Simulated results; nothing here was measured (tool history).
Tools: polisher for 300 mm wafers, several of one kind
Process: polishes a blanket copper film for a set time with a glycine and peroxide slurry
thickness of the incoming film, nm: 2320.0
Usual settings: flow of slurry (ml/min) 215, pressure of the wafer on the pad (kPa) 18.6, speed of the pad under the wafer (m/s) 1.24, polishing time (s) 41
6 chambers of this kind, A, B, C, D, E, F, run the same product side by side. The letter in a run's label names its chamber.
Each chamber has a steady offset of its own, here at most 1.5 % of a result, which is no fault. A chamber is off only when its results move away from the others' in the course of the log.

run	hour	flow of slurry (ml/min)	pressure of the wafer on the pad (kPa)	speed of the pad under the wafer (m/s)	polishing time (s)	film removed (angstrom)
1C	9.6	215	18.6	1.24	41	3081.8
2A	14.9	215	18.6	1.24	41	3023.6
# hour 15.5: chamber E: slurry nozzle cleaned
# hour 17.5: chamber C: worn pad replaced by a new one
# hour 18: chamber E: worn pad replaced by a new one
3B	23.4	215	18.6	1.24	41	3132.9
# hour 26.7: chamber E: head pressure recalibrated
# hour 27: chamber F: worn pad replaced by a new one
4E	32.7	215	18.6	1.24	41	3069
5D	39.7	215	18.6	1.24	41	3040.3
# hour 41.3: chamber A: worn pad replaced by a new one
6F	50.6	215	18.6	1.24	41	3037.3
# hour 51.6: chamber D: worn pad replaced by a new one
# hour 57.2: chamber B: worn pad replaced by a new one
7A	60.2	215	18.6	1.24	41	3078.2
# hour 64.7: chamber B: slurry nozzle cleaned
# hour 65.3: chamber F: slurry nozzle cleaned
8B	69.6	215	18.6	1.24	41	3084.6
9C	77.6	215	18.6	1.24	41	3063.3
# hour 81.1: chamber E: worn pad replaced by a new one
10F	87.1	215	18.6	1.24	41	3059
# hour 87.3: chamber C: worn pad replaced by a new one
# hour 91.9: chamber F: worn pad replaced by a new one
11D	95.9	215	18.6	1.24	41	3090.5
12E	104.9	215	18.6	1.24	41	3095.4
# hour 111.1: chamber A: worn pad replaced by a new one
# hour 112.3: chamber D: worn pad replaced by a new one
13A	112.5	145	18.6	1.24	41	2869.7
# hour 117.5: chamber B: worn pad replaced by a new one
14F	121.1	145	18.6	1.24	41	2868.5
15C	130.9	145	18.6	1.24	41	2857.6
16B	139.3	145	18.6	1.24	41	2904.5
# hour 141.4: chamber E: worn pad replaced by a new one
17E	145	145	18.6	1.24	41	2967.2
# hour 151.3: chamber C: worn pad replaced by a new one
18D	155.5	145	18.6	1.24	41	2837.7
# hour 155.8: chamber C: slurry nozzle cleaned
# hour 157.2: chamber A: head pressure recalibrated
# hour 161.6: chamber F: worn pad replaced by a new one
19B	161.6	215	18.6	1.24	41	3058.2
20C	171.4	215	18.6	1.24	41	3072.9
# hour 174.6: chamber B: worn pad replaced by a new one
21E	178.4	215	18.6	1.24	41	3160.9
# hour 182.5: chamber D: worn pad replaced by a new one
# hour 182.6: chamber A: worn pad replaced by a new one
22A	186.7	215	18.6	1.24	41	3069.8
# hour 195.1: chamber E: slurry nozzle cleaned
23F	195.2	215	18.6	1.24	34	2537.7
24D	204.2	215	18.6	1.24	34	2535.3
# hour 209.6: chamber C: worn pad replaced by a new one
# hour 211.1: chamber E: worn pad replaced by a new one
25F	214.4	215	18.6	1.24	34	2559.6
# hour 221: chamber F: worn pad replaced by a new one
26C	221.8	215	18.6	1.24	34	2547.1
27D	227.3	215	18.6	1.24	34	2563.2
28A	233.1	215	18.6	1.24	34	2523.5
# hour 238.3: chamber A: worn pad replaced by a new one
# hour 240.8: chamber B: worn pad replaced by a new one
# hour 241.2: chamber D: head pressure recalibrated
# hour 242.1: chamber D: worn pad replaced by a new one
29E	242.4	255	18.6	1.62	41	3931.4
30B	252.5	255	18.6	1.62	41	3993.9
# hour 256.2: chamber C: head pressure recalibrated
31A	263.5	255	18.6	1.62	41	3898.6
# hour 269.3: chamber C: worn pad replaced by a new one
32F	272.2	255	18.6	1.62	41	3983.9
# hour 276.6: chamber E: worn pad replaced by a new one
33D	280.1	255	18.6	1.62	41	3928.1
34B	285.7	255	18.6	1.62	41	3953
35C	292.8	215	18.6	1.24	41	3073
36E	299.2	215	18.6	1.24	41	3070.4
# hour 304.2: chamber A: worn pad replaced by a new one
37B	304.8	215	18.6	1.24	41	3135.6
38A	315.4	215	18.6	1.24	41	3095.8

All 6 chambers run these settings next. Forecast each chamber's results:
39A	323.3	215	18.6	0.92	41	?
39B	323.3	215	18.6	0.92	41	?
39C	323.3	215	18.6	0.92	41	?
39D	323.3	215	18.6	0.92	41	?
39E	323.3	215	18.6	0.92	41	?
39F	323.3	215	18.6	0.92	41	?

run	film removed (angstrom)
39A	2383.7
39B	2431.4
39C	2366
39D	2379.5
39E	2401.5
39F	2363.6
